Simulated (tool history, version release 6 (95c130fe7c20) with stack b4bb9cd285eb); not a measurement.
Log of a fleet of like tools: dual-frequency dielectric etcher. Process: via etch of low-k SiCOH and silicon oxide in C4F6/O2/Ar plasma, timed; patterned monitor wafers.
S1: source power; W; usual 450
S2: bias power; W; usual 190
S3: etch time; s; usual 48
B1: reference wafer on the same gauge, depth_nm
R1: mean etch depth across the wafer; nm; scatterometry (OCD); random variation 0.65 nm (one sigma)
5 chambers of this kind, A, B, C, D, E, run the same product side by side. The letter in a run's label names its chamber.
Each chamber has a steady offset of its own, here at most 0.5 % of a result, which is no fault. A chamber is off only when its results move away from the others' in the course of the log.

run,hour,S1,S2,S3,B1,R1
1B,11.7,450,190,48,123.13,121.480
2C,25.0,450,190,48,123.06,121.480
3A,33.8,450,190,48,123.04,120.750
4D,48.0,450,190,48,123.01,120.890
# hour 54.0: chamber A: wet clean of the chamber
5E,58.9,450,190,48,122.93,120.310
6A,73.8,450,164,48,123.15,115.740
7D,87.0,450,164,48,123.04,114.780
8E,100.7,450,164,48,122.92,114.010
9C,110.1,450,164,48,123.10,116.300
10B,117.9,450,164,48,122.89,114.770
11D,126.3,450,190,48,122.90,120.030
12C,133.8,450,190,48,123.02,121.450
# hour 134.6: chamber E: wet clean of the chamber
13B,146.4,450,190,48,123.02,120.900
14E,158.4,450,190,48,123.09,119.010
15A,167.2,450,190,48,123.04,121.100
16B,177.7,450,190,48,122.83,121.760
17D,190.7,450,190,48,123.14,121.300
# hour 195.7: chamber D: wet clean of the chamber
18A,204.5,450,190,48,122.86,121.210
19C,212.3,450,190,48,122.88,123.310
# hour 219.2: chamber B: wet clean of the chamber
20E,227.7,450,190,48,123.04,119.350
21A,240.7,450,190,48,123.01,119.620
22C,252.9,450,190,48,122.75,123.370
23B,262.5,450,190,48,123.08,120.730
24E,275.2,450,190,48,123.02,119.880
25D,291.4,450,164,48,122.93,115.660
26C,300.8,450,164,48,122.95,119.640
27B,308.7,450,164,48,122.86,115.780
28E,323.9,450,164,48,122.91,114.970
29D,340.1,450,164,48,123.13,115.510
30A,352.4,450,190,48,123.12,121.440
31C,368.6,410,190,34,123.16,85.799
32A,382.7,410,190,34,122.93,82.427
33B,394.8,410,190,34,122.91,82.630

What goes on in this fleet: one chamber off, a drifting gauge, or nothing beyond the chambers' own small offsets? Name the chamber and the cause, if any.

Chamber C drifts away from the others.
Cause: etch rate over this chamber's usual, % = 4.94.

Here are 4 candidates for chamber C's next run, each the usual settings with a change, their results left as question marks. Which one brings its results back in line with what the others give on the usual settings?
In line means no further than this from the other chambers' mean on the usual settings: R1 2.300 nm
34C-1,406.5,570,190,48,,?
34C-2,406.5,440,186,44,,?
34C-3,406.5,410,177,48,,?
34C-4,406.5,450,222,48,,?

The other chambers' mean on the usual settings: R1 120.780 nm
run,R1
34C-1,139.830
34C-2,115.200
34C-3,120.430
34C-4,134.070
34C-3 brings the chamber back in line.
